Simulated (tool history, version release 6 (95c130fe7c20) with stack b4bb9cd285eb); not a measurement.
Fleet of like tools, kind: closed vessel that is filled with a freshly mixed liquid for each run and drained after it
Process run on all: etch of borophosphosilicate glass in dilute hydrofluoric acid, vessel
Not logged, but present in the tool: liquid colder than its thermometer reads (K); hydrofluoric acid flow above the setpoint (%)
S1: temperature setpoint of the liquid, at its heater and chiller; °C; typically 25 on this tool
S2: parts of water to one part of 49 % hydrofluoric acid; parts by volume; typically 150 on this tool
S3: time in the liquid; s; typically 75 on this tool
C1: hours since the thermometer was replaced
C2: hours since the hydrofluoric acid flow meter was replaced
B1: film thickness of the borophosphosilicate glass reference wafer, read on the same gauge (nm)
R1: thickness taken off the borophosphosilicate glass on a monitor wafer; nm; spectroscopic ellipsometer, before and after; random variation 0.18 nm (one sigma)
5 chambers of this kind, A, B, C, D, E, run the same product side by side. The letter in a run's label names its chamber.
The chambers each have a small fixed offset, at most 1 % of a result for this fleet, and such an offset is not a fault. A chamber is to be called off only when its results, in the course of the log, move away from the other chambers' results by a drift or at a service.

run,hour,S1,S2,S3,C1,C2,B1,R1
1B,3.3,25,150,75,218.7,48.8,80.006,27.568
2D,8.3,25,150,75,351,680.2,79.971,26.75
3E,13,25,150,75,634.7,794.3,80.002,26.948
4A,18.9,25,150,75,240.1,706.7,80.006,27.299
5C,24,25,150,75,317.5,1643.8,80,27.338
6A,29.9,25,150,75,251.1,717.7,79.999,27.29
7E,36.8,25,150,75,658.5,818.1,79.966,27.079
8B,41.5,25,150,75,256.9,87,80.009,27.629
9D,46.1,25,150,75,388.8,718,80.035,27.16
10C,52.5,23.5,100,75,346,1672.3,80,40.725
11E,58.2,23.5,100,75,679.9,839.5,80.023,40.563
12A,64.1,23.5,100,75,285.3,751.9,80.009,40.723
13C,69.8,23.5,100,75,363.3,1689.6,80.039,40.318
14B,75.5,23.5,100,75,290.9,121,79.985,41.752
15D,80.8,25,150,75,423.5,752.7,80.012,27.3
16A,86.4,25,150,75,307.6,774.2,79.985,27.322
17B,90.6,25,195,110,306,136.1,80.043,29.547
18D,95.1,25,195,110,437.8,767,79.978,29.043
19E,101.7,25,195,110,723.4,883,79.992,29.185
20C,108.6,25,195,110,402.1,1728.4,80.038,28.42
21E,112,25,195,110,733.7,893.3,80.027,28.871
22A,115.6,29.5,150,75,336.8,803.4,80.033,32.242
23C,119.5,29.5,150,75,413,1739.3,79.969,31.192
24B,126,29.5,150,75,341.4,171.5,79.985,32.564
25D,131,29.5,150,75,473.7,802.9,80.007,32.554
26B,138.1,29.5,150,75,353.5,183.6,80.003,32.547
27A,143.2,25,150,75,364.4,831,79.994,27.176
28C,148.6,25,150,75,442.1,1768.4,79.981,25.645
29D,152.2,25,215,115,494.9,824.1,80.013,26.949
30E,156.8,25,215,115,778.5,938.1,79.975,26.637
31D,161.5,25,215,115,504.2,833.4,79.999,26.925
32E,167.3,25,215,115,789,948.6,79.994,26.575
33B,171,25,215,115,386.4,216.5,80.029,27.299
34C,176.7,25,150,75,470.2,1796.5,79.953,25.642
35A,180.8,25,150,75,402,868.6,80.019,27.169
36E,185,25,150,75,806.7,966.3,79.997,26.996
37C,188.7,25,150,75,482.2,1808.5,79.996,25.458

The same settings go to every chamber for the next run, one line per chamber below. Forecast the results for each:
38A,193.9,20.5,150,75,,,,?
38B,193.9,20.5,150,75,,,,?
38C,193.9,20.5,150,75,,,,?
38D,193.9,20.5,150,75,,,,?
38E,193.9,20.5,150,75,,,,?

run,R1
38A,22.657
38B,23.131
38C,21.223
38D,22.746
38E,22.89

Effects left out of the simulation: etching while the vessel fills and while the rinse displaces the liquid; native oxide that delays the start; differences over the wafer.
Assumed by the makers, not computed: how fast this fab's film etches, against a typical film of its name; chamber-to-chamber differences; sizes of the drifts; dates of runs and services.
